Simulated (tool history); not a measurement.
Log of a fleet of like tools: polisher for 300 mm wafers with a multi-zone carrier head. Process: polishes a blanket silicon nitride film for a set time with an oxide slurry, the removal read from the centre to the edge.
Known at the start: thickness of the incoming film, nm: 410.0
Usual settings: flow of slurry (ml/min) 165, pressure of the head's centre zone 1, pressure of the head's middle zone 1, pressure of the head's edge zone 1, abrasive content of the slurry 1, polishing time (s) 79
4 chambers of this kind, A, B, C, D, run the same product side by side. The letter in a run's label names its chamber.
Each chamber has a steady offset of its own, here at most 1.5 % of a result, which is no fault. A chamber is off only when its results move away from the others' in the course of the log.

| run | day | flow of slurry (ml/min) | pressure of the head's centre zone | pressure of the head's middle zone | pressure of the head's edge zone | abrasive content of the slurry | polishing time (s) | wafers polished on this pad | hours since the slurry nozzle was cleaned | hours since the centre zone pressure was calibrated | hours since the edge zone pressure was calibrated | film removed at the wafer's centre (nm) | film removed at mid-radius (nm) | film removed at the wafer's edge (nm) |
|---|---|---|---|---|---|---|---|---|---|---|---|---|---|---|
| 1A | 0.454 | 165 | 1 | 1 | 1 | 1 | 79 | 1080 | 132.9 | 898.1 | 581.5 | 30.943 | 30.54 | 30.14 |
| 2C | 0.983 | 165 | 1 | 1 | 1 | 1 | 79 | 615 | 224.6 | 142.8 | 175.4 | 29.487 | 30.59 | 30.042 |
| 3D | 1.312 | 165 | 1 | 1 | 1 | 1 | 79 | 439 | 141.7 | 774.2 | 834.7 | 29.88 | 29.683 | 30.147 |
|  | 1.479 | chamber C: worn pad replaced by a new one |
| 4B | 1.708 | 165 | 1 | 1 | 1 | 1 | 79 | 506 | 409 | 833.4 | 925.7 | 29.794 | 30.097 | 29.962 |
|  | 2.375 | chamber A: worn pad replaced by a new one |
|  | 2.388 | chamber B: worn pad replaced by a new one |
| 5B | 2.388 | 165 | 1 | 1 | 1 | 1 | 79 | 1 | 425.3 | 849.7 | 942 | 29.822 | 30.201 | 30.071 |
|  | 2.688 | chamber D: worn pad replaced by a new one |
| 6D | 2.996 | 165 | 1 | 1 | 1 | 1 | 79 | 75 | 182.1 | 814.6 | 875.1 | 29.971 | 29.303 | 29.889 |
|  | 3.008 | chamber C: slurry nozzle cleaned |
| 7C | 3.317 | 165 | 1 | 1 | 1 | 1 | 79 | 448 | 7.5 | 198.8 | 231.4 | 30.818 | 29.6 | 30.211 |
| 8A | 3.808 | 165 | 1 | 1 | 1 | 1 | 79 | 350 | 213.4 | 978.6 | 662 | 30.357 | 30.656 | 30.015 |
| 9A | 4.171 | 165 | 1 | 1 | 1 | 1 | 79 | 438 | 222.1 | 987.3 | 670.7 | 30.339 | 30.168 | 30.066 |
|  | 4.283 | chamber B: slurry nozzle cleaned |
| 10B | 4.542 | 165 | 1 | 1 | 1 | 1 | 79 | 527 | 6.3 | 901.4 | 993.7 | 30.361 | 29.965 | 29.647 |
|  | 4.758 | chamber C: worn pad replaced by a new one |
| 11D | 5.15 | 165 | 1 | 1 | 1 | 1 | 79 | 601 | 233.8 | 866.3 | 926.8 | 30.209 | 29.83 | 30.008 |
|  | 5.279 | chamber B: worn pad replaced by a new one |
| 12C | 5.571 | 165 | 1 | 1 | 1 | 1 | 79 | 198 | 61.6 | 252.9 | 285.5 | 29.421 | 29.614 | 30.114 |
|  | 6.042 | chamber D: worn pad replaced by a new one |
| 13C | 6.092 | 165 | 1 | 1 | 1 | 1 | 79 | 325 | 74.1 | 265.4 | 298 | 29.94 | 30.067 | 30.12 |
| 14A | 6.754 | 165 | 1 | 1 | 1 | 1 | 79 | 1069 | 284.1 | 1049.3 | 732.7 | 29.972 | 29.879 | 29.282 |
| 15D | 7.175 | 165 | 1 | 1 | 1 | 1 | 79 | 277 | 282.4 | 914.9 | 975.4 | 29.716 | 29.649 | 30.052 |
|  | 7.221 | chamber B: centre zone pressure recalibrated |
|  | 7.667 | chamber A: worn pad replaced by a new one |
| 16B | 7.808 | 165 | 1 | 1 | 1.08 | 1 | 79 | 618 | 84.7 | 14.2 | 1072.1 | 30.883 | 30.125 | 31.35 |
|  | 8.1 | chamber B: worn pad replaced by a new one |
|  | 8.229 | chamber C: worn pad replaced by a new one |
| 17D | 8.312 | 165 | 1 | 1 | 1.08 | 1 | 79 | 555 | 309.7 | 942.2 | 1002.7 | 29.823 | 30.205 | 31.3 |
| 18A | 8.742 | 165 | 1 | 1 | 1.08 | 1 | 79 | 263 | 331.8 | 1097 | 780.4 | 30.044 | 29.191 | 30.634 |
| 19C | 9.354 | 165 | 1 | 1 | 1.08 | 1 | 79 | 275 | 152.4 | 343.7 | 376.3 | 30.144 | 30.079 | 31.286 |
|  | 9.625 | chamber D: worn pad replaced by a new one |
| 20B | 9.896 | 165 | 1 | 1 | 1 | 1 | 79 | 439 | 134.8 | 64.3 | 1122.2 | 29.608 | 30.153 | 29.932 |
|  | 9.925 | chamber C: centre zone pressure recalibrated |
| 21B | 10.558 | 165 | 1 | 1 | 1 | 1 | 79 | 600 | 150.7 | 80.2 | 1138.1 | 30.797 | 30.329 | 29.933 |
| 22D | 11.054 | 165 | 1 | 1 | 1 | 1 | 79 | 349 | 375.5 | 1008 | 1068.5 | 30.097 | 30.018 | 29.89 |
|  | 11.117 | chamber B: worn pad replaced by a new one |
| 23A | 11.496 | 165 | 1 | 1 | 1 | 1 | 79 | 936 | 397.9 | 1163.1 | 846.5 | 28.253 | 28.325 | 28.886 |
|  | 11.621 | chamber C: worn pad replaced by a new one |
| 24C | 11.975 | 165 | 1 | 1 | 1 | 1 | 79 | 86 | 215.3 | 49.2 | 439.2 | 29.927 | 29.912 | 30.308 |
| 25D | 12.308 | 165 | 1 | 1 | 1 | 1 | 79 | 656 | 405.6 | 1038.1 | 1098.6 | 29.737 | 30.147 | 29.968 |
|  | 12.371 | chamber B: edge zone pressure recalibrated |
| 26B | 12.988 | 165 | 1 | 1 | 1 | 1 | 79 | 457 | 209 | 138.5 | 14.8 | 30.158 | 30.103 | 30.206 |
| 27A | 13.35 | 165 | 1 | 1 | 1 | 0.75 | 79 | 1388 | 442.4 | 1207.6 | 891 | 24.601 | 23.794 | 24.391 |
| 28C | 13.788 | 165 | 1 | 1 | 1 | 0.75 | 79 | 529 | 258.8 | 92.7 | 482.7 | 26.643 | 25.998 | 26.107 |

All 4 chambers run these settings next. Forecast each chamber's results:
| 29A | 14.279 | 165 | 0.9 | 1 | 1 | 1 | 79 |  |  |  |  | ? | ? | ? |
| 29B | 14.279 | 165 | 0.9 | 1 | 1 | 1 | 79 |  |  |  |  | ? | ? | ? |
| 29C | 14.279 | 165 | 0.9 | 1 | 1 | 1 | 79 |  |  |  |  | ? | ? | ? |
| 29D | 14.279 | 165 | 0.9 | 1 | 1 | 1 | 79 |  |  |  |  | ? | ? | ? |

| run | film removed at the wafer's centre (nm) | film removed at mid-radius (nm) | film removed at the wafer's edge (nm) |
|---|---|---|---|
| 29A | 24.282 | 27.241 | 27.739 |
| 29B | 27.043 | 29.824 | 30.272 |
| 29C | 26.784 | 29.82 | 30.094 |
| 29D | 25.863 | 29.626 | 30.283 |
